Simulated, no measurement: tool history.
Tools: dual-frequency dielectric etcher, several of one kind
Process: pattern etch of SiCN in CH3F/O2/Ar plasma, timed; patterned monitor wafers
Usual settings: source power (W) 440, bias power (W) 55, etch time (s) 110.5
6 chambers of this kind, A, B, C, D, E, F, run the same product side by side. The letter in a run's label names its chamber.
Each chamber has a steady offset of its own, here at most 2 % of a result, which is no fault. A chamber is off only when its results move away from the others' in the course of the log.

run	hour	source power (W)	bias power (W)	etch time (s)	read-back reference wafer on the same gauge, depth_nm	mean etch depth across the wafer (Å)
1A	5.4	440	55	110.5	44.410	396.88
2F	11.4	440	55	110.5	44.350	389.05
3E	21.9	440	55	110.5	44.472	386.57
4C	32.1	440	55	110.5	44.456	391.25
5D	39.9	440	55	110.5	44.356	394.61
6B	45.1	440	55	110.5	44.367	393.65
7B	55.0	440	55	110.5	44.365	391.94
8E	64.9	360	55	87.5	44.371	281.90
9A	71.4	360	55	87.5	44.369	290.57
10D	81.3	360	55	87.5	44.409	288.10
11F	91.6	360	55	87.5	44.412	283.38
12C	99.2	360	55	87.5	44.409	283.35
13E	107.3	360	55	87.5	44.420	280.64
14D	117.1	440	55	110.5	44.428	396.60
15A	123.2	440	55	110.5	44.371	391.74
16B	129.4	540	55	110.5	44.448	426.49
17F	136.5	540	55	110.5	44.382	423.01
18C	146.3	540	55	110.5	44.389	418.17
# hour 147.7: chamber A: wet clean of the chamber
19C	154.1	540	55	110.5	44.396	422.31
20E	164.6	540	55	110.5	44.385	415.16
21B	169.2	540	55	110.5	44.410	425.11
22F	176.3	540	68	110.5	44.388	453.65
23D	185.1	540	68	110.5	44.363	453.31
24A	189.9	540	68	110.5	44.402	463.21
25F	197.4	540	68	110.5	44.471	451.45
26D	205.5	540	68	110.5	44.390	444.47
27B	210.0	540	68	110.5	44.441	453.63
28A	217.2	440	55	110.5	44.415	394.18
29E	226.6	440	55	110.5	44.391	387.07
30C	231.7	440	55	110.5	44.358	387.42
# hour 233.0: chamber B: wet clean of the chamber
31D	237.5	440	55	110.5	44.347	389.56
32B	246.3	440	55	110.5	44.369	392.92
33E	252.1	440	55	110.5	44.403	384.30
34A	260.6	440	55	89.0	44.382	317.25
35F	269.7	440	55	89.0	44.408	316.50
36C	279.7	440	55	89.0	44.425	311.92
37F	289.4	440	55	89.0	44.406	314.99
38A	295.8	440	55	89.0	44.380	320.68
39E	301.2	440	55	89.0	44.422	308.12
40C	306.2	440	55	110.5	44.398	391.10
41B	316.7	440	55	110.5	44.308	396.64
42D	326.8	440	55	110.5	44.378	380.93

Next, every chamber runs the same settings. What will each give?
43A	334.4	440	55	110.5		?
43B	334.4	440	55	110.5		?
43C	334.4	440	55	110.5		?
43D	334.4	440	55	110.5		?
43E	334.4	440	55	110.5		?
43F	334.4	440	55	110.5		?

run	mean etch depth across the wafer (Å)
43A	393.21
43B	394.64
43C	391.51
43D	377.76
43E	384.86
43F	395.10

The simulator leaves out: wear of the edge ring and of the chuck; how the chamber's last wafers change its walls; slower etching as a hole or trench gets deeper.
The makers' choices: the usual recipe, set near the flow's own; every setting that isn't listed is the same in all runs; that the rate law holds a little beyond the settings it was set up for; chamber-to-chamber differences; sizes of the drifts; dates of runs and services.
